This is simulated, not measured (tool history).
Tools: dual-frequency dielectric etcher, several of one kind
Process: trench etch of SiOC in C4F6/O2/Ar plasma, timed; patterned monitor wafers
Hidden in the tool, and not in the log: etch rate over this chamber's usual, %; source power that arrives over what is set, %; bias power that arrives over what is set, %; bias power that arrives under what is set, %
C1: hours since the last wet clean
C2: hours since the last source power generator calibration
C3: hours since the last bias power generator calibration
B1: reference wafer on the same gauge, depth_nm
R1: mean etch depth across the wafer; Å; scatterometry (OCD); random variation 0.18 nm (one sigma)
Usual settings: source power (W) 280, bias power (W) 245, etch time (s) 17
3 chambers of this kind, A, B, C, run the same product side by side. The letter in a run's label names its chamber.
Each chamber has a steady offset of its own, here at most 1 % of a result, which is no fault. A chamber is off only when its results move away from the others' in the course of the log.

Run 1B, hour 12: usual settings; C1 127.3; C2 190.1; C3 1167.2; B1 29.003. Result: R1 339.05 Å.
Run 2C, hour 18.2: usual settings; C1 358.6; C2 373.8; C3 1891.9; B1 29.006. Result: R1 342.07 Å.
Run 3A, hour 26.5: usual settings; C1 565.6; C2 1558.4; C3 1206.8; B1 29.031. Result: R1 342.52 Å.
Run 4A, hour 33.1: usual settings; C1 572.2; C2 1565; C3 1213.4; B1 28.972. Result: R1 338.88 Å.
Run 5C, hour 43.1: usual settings; C1 383.5; C2 398.7; C3 1916.8; B1 28.999. Result: R1 343.79 Å.
Run 6B, hour 49: usual settings; C1 164.3; C2 227.1; C3 1204.2; B1 29.001. Result: R1 338.79 Å.
Run 7C, hour 59.8: usual settings; C1 400.2; C2 415.4; C3 1933.5; B1 28.986. Result: R1 344.81 Å.
Run 8A, hour 72.2: usual settings; C1 611.3; C2 1604.1; C3 1252.5; B1 28.998. Result: R1 338.66 Å.
Run 9B, hour 78.1: usual settings; C1 193.4; C2 256.2; C3 1233.3; B1 29.009. Result: R1 337.65 Å.
At hour 85.8: chamber A: wet clean of the chamber.
Run 10A, hour 89.7: usual settings; C1 4; C2 1621.6; C3 1270; B1 28.999. Result: R1 342.57 Å.
Run 11B, hour 98.3: usual settings; C1 213.6; C2 276.4; C3 1253.5; B1 28.975. Result: R1 339.45 Å.
Run 12C, hour 106.3: usual settings; C1 446.7; C2 461.9; C3 1980; B1 29.029. Result: R1 349.59 Å.
Run 13C, hour 114: usual settings; C1 454.4; C2 469.6; C3 1987.7; B1 29.024. Result: R1 345.26 Å.
Run 14A, hour 121.4: usual settings; C1 35.7; C2 1653.3; C3 1301.7; B1 28.987. Result: R1 343.21 Å.
Run 15B, hour 132.8: usual settings; C1 248.1; C2 310.9; C3 1288; B1 29.03. Result: R1 339.7 Å.
Run 16B, hour 139.8: usual settings; C1 255.1; C2 317.9; C3 1295; B1 29.018. Result: R1 339.57 Å.
Run 17A, hour 151.9: usual settings but etch time (s) 14.5; C1 66.2; C2 1683.8; C3 1332.2; B1 29.028. Result: R1 288.94 Å.
Run 18C, hour 159.4: usual settings but etch time (s) 14.5; C1 499.8; C2 515; C3 2033.1; B1 29. Result: R1 298 Å.
Run 19B, hour 168.3: usual settings but etch time (s) 14.5; C1 283.6; C2 346.4; C3 1323.5; B1 28.998. Result: R1 288.56 Å.
Run 20A, hour 174.5: usual settings; C1 88.8; C2 1706.4; C3 1354.8; B1 28.959. Result: R1 341.03 Å.
Run 21C, hour 183.6: usual settings; C1 524; C2 539.2; C3 2057.3; B1 28.987. Result: R1 350.29 Å.
Run 22B, hour 196.4: usual settings; C1 311.7; C2 374.5; C3 1351.6; B1 29.001. Result: R1 337.02 Å.
Run 23C, hour 203.2: usual settings; C1 543.6; C2 558.8; C3 2076.9; B1 29.064. Result: R1 350.66 Å.
Run 24A, hour 209.9: usual settings; C1 124.2; C2 1741.8; C3 1390.2; B1 29.024. Result: R1 341.22 Å.
Run 25B, hour 216.8: usual settings; C1 332.1; C2 394.9; C3 1372; B1 29.002. Result: R1 336.92 Å.
Run 26C, hour 225.8: usual settings; C1 566.2; C2 581.4; C3 2099.5; B1 29.059. Result: R1 348.71 Å.
Run 27A, hour 233.2: usual settings; C1 147.5; C2 1765.1; C3 1413.5; B1 28.956. Result: R1 340.53 Å.
Run 28B, hour 241.2: usual settings; C1 356.5; C2 419.3; C3 1396.4; B1 28.961. Result: R1 341.07 Å.
Run 29C, hour 246.8: usual settings; C1 587.2; C2 602.4; C3 2120.5; B1 29. Result: R1 351.5 Å.
Run 30A, hour 256.3: usual settings; C1 170.6; C2 1788.2; C3 1436.6; B1 28.981. Result: R1 340.06 Å.
Run 31B, hour 265.4: usual settings; C1 380.7; C2 443.5; C3 1420.6; B1 28.959. Result: R1 341.8 Å.
At hour 273.9: chamber B: wet clean of the chamber.
Run 32A, hour 277.2: usual settings; C1 191.5; C2 1809.1; C3 1457.5; B1 28.981. Result: R1 340 Å.
Run 33C, hour 286.3: usual settings; C1 626.7; C2 641.9; C3 2160; B1 28.977. Result: R1 354.39 Å.
Run 34C, hour 299: usual settings but bias power (W) 270, etch time (s) 12.5; C1 639.4; C2 654.6; C3 2172.7; B1 28.975. Result: R1 269.81 Å.
Run 35A, hour 308.6: usual settings but bias power (W) 270, etch time (s) 12.5; C1 222.9; C2 1840.5; C3 1488.9; B1 28.993. Result: R1 261.29 Å.
Run 36B, hour 315.2: usual settings but bias power (W) 270, etch time (s) 12.5; C1 41.4; C2 493.3; C3 1470.4; B1 29.002. Result: R1 259.17 Å.
Run 37C, hour 325.1: usual settings; C1 665.5; C2 680.7; C3 2198.8; B1 29.016. Result: R1 356.01 Å.
Run 38B, hour 332.1: usual settings; C1 58.3; C2 510.2; C3 1487.3; B1 28.987. Result: R1 338.44 Å.
Run 39A, hour 342.4: usual settings; C1 256.7; C2 1874.3; C3 1522.7; B1 28.988. Result: R1 340.27 Å.

Is one chamber off against the others, does the gauge drift, or is nothing wrong? If a chamber is off, say which, and what the likeliest cause is.

Chamber C drifts away from the others.
Cause: etch rate over this chamber's usual, % = 4.19.

Here are 4 candidates for chamber C's next run, each the usual settings with a change, their results left as question marks. Which one brings its results back in line with what the others give on the usual settings?
In line means no further than this from the other chambers' mean on the usual settings: R1 6.3 Å
Run 40C-1, hour 351.7: usual settings but bias power (W) 193. Result: R1 ?.
Run 40C-2, hour 351.7: usual settings but bias power (W) 210. Result: R1 ?.
Run 40C-3, hour 351.7: usual settings but source power (W) 320, bias power (W) 274. Result: R1 ?.
Run 40C-4, hour 351.7: usual settings but source power (W) 320. Result: R1 ?.

The other chambers' mean on the usual settings: R1 340.44 Å
  run      R1
40C-1  330.34
40C-2  339.56
40C-3   390.6
40C-4  376.02
40C-2 brings the chamber back in line.
